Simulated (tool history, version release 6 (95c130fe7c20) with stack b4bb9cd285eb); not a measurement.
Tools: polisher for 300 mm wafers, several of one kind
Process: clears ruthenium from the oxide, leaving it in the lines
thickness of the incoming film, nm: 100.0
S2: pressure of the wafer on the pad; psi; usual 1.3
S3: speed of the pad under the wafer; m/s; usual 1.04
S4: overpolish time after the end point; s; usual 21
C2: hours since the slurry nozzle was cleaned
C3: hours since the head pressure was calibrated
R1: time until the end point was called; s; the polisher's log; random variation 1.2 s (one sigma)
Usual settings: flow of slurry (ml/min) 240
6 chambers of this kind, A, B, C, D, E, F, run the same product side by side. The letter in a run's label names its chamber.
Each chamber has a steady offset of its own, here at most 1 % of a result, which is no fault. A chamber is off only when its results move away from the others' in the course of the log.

At hour 6.2: chamber E: head pressure recalibrated.
Run 1D, hour 12.3: usual settings; wafers polished on this pad 831; C2 67.4; C3 181.5. Result: R1 129.69 s.
At hour 14.7: chamber D: worn pad replaced by a new one.
At hour 20.1: chamber E: worn pad replaced by a new one.
Run 2E, hour 20.6: usual settings; wafers polished on this pad 5; C2 222; C3 14.4. Result: R1 130.86 s.
Run 3F, hour 33.7: usual settings; wafers polished on this pad 986; C2 125.2; C3 632.3. Result: R1 130.35 s.
Run 4A, hour 41.8: usual settings; wafers polished on this pad 937; C2 115; C3 223.2. Result: R1 129.6 s.
Run 5C, hour 52.6: usual settings; wafers polished on this pad 896; C2 528.3; C3 608.2. Result: R1 133.22 s.
Run 6B, hour 60.5: usual settings; wafers polished on this pad 646; C2 88.4; C3 127.9. Result: R1 132.45 s.
Run 7E, hour 70.5: usual settings; wafers polished on this pad 508; C2 271.9; C3 64.3. Result: R1 130.12 s.
At hour 78.7: chamber F: worn pad replaced by a new one.
Run 8A, hour 82.4: usual settings; wafers polished on this pad 1346; C2 155.6; C3 263.8. Result: R1 129.5 s.
At hour 86.1: chamber E: slurry nozzle cleaned.
Run 9D, hour 90.2: usual settings; wafers polished on this pad 760; C2 145.3; C3 259.4. Result: R1 130.36 s.
At hour 94.3: chamber D: worn pad replaced by a new one.
Run 10F, hour 99.9: usual settings; wafers polished on this pad 213; C2 191.4; C3 698.5. Result: R1 130.11 s.
At hour 108.5: chamber C: worn pad replaced by a new one.
Run 11B, hour 108.8: usual settings; wafers polished on this pad 1132; C2 136.7; C3 176.2. Result: R1 134.19 s.
Run 12C, hour 117.8: usual settings but S4 34 s; wafers polished on this pad 94; C2 593.5; C3 673.4. Result: R1 132.85 s.
At hour 121.2: chamber E: worn pad replaced by a new one.
At hour 127.7: chamber B: worn pad replaced by a new one.
Run 13D, hour 128.1: usual settings but S4 34 s; wafers polished on this pad 340; C2 183.2; C3 297.3. Result: R1 129.8 s.
Run 14A, hour 134.3: usual settings but S4 34 s; wafers polished on this pad 1868; C2 207.5; C3 315.7. Result: R1 132.04 s.
Run 15B, hour 146.9: usual settings but S4 34 s; wafers polished on this pad 193; C2 174.8; C3 214.3. Result: R1 131.8 s.
Run 16F, hour 158.5: usual settings but S4 34 s; wafers polished on this pad 803; C2 250; C3 757.1. Result: R1 131.11 s.
Run 17C, hour 164.3: usual settings but S4 34 s; wafers polished on this pad 562; C2 640; C3 719.9. Result: R1 129.2 s.
Run 18E, hour 177.2: usual settings; wafers polished on this pad 564; C2 91.2; C3 171. Result: R1 130.15 s.
At hour 181.6: chamber D: worn pad replaced by a new one.
Run 19C, hour 187.5: usual settings; wafers polished on this pad 796; C2 663.2; C3 743.1. Result: R1 130.26 s.
Run 20B, hour 197.1: usual settings; wafers polished on this pad 699; C2 225; C3 264.5. Result: R1 130.6 s.
Run 21E, hour 207.2: usual settings; wafers polished on this pad 866; C2 121.2; C3 201. Result: R1 130.43 s.
At hour 209.9: chamber F: worn pad replaced by a new one.
At hour 214.8: chamber C: slurry nozzle cleaned.
At hour 215.7: chamber D: slurry nozzle cleaned.
Run 22A, hour 216.4: usual settings; wafers polished on this pad 2695; C2 289.6; C3 397.8. Result: R1 135.93 s.
Run 23F, hour 227.7: usual settings; wafers polished on this pad 180; C2 319.2; C3 826.3. Result: R1 130.77 s.
At hour 231.7: chamber A: slurry nozzle cleaned.
Run 24D, hour 234.7: usual settings; wafers polished on this pad 534; C2 19; C3 403.9. Result: R1 130.75 s.
At hour 236.4: chamber E: worn pad replaced by a new one.
At hour 239.4: chamber A: head pressure recalibrated.
Run 25D, hour 242.9: usual settings; wafers polished on this pad 617; C2 27.2; C3 412.1. Result: R1 129.29 s.
Run 26F, hour 248.8: usual settings; wafers polished on this pad 392; C2 340.3; C3 847.4. Result: R1 129.56 s.
At hour 250.1: chamber C: worn pad replaced by a new one.
Run 27E, hour 258.4: usual settings; wafers polished on this pad 222; C2 172.4; C3 252.2. Result: R1 128.32 s.
Run 28C, hour 267.9: usual settings; wafers polished on this pad 180; C2 53.1; C3 823.5. Result: R1 129.85 s.
At hour 271.8: chamber B: worn pad replaced by a new one.
Run 29A, hour 276.6: usual settings but flow of slurry (ml/min) 180, S3 0.9 m/s; wafers polished on this pad 3301; C2 45; C3 37.3. Result: R1 163.28 s.
At hour 276.7: chamber D: worn pad replaced by a new one.
Run 30B, hour 286.6: usual settings but flow of slurry (ml/min) 180, S3 0.9 m/s; wafers polished on this pad 149; C2 314.5; C3 354. Result: R1 158.1 s.
Run 31A, hour 299.6: usual settings but flow of slurry (ml/min) 180, S3 0.9 m/s; wafers polished on this pad 3532; C2 68; C3 60.3. Result: R1 162.95 s.
Run 32D, hour 311.1: usual settings but flow of slurry (ml/min) 180, S3 0.9 m/s; wafers polished on this pad 346; C2 95.4; C3 480.3. Result: R1 155.67 s.
Run 33E, hour 323.6: usual settings but flow of slurry (ml/min) 180, S3 0.9 m/s; wafers polished on this pad 878; C2 237.6; C3 317.4. Result: R1 154.31 s.
At hour 327.5: chamber F: head pressure recalibrated.
Run 34F, hour 335.5: usual settings but flow of slurry (ml/min) 180, S3 0.9 m/s; wafers polished on this pad 1265; C2 427; C3 8.1. Result: R1 156.32 s.
Run 35B, hour 347.9: usual settings; wafers polished on this pad 766; C2 375.8; C3 415.3. Result: R1 132.54 s.
Run 36C, hour 356.9: usual settings but S2 1.5 psi, S4 14 s; wafers polished on this pad 1076; C2 142.1; C3 912.5. Result: R1 114.48 s.

All 6 chambers run these settings next. Forecast each chamber's results:
Run 37A, hour 366.5: usual settings. Result: R1 ?.
Run 37B, hour 366.5: usual settings. Result: R1 ?.
Run 37C, hour 366.5: usual settings. Result: R1 ?.
Run 37D, hour 366.5: usual settings. Result: R1 ?.
Run 37E, hour 366.5: usual settings. Result: R1 ?.
Run 37F, hour 366.5: usual settings. Result: R1 ?.

run      R1
37A  139.29
37B  133.41
37C  131.09
37D  129.67
37E  129.73
37F   131.1

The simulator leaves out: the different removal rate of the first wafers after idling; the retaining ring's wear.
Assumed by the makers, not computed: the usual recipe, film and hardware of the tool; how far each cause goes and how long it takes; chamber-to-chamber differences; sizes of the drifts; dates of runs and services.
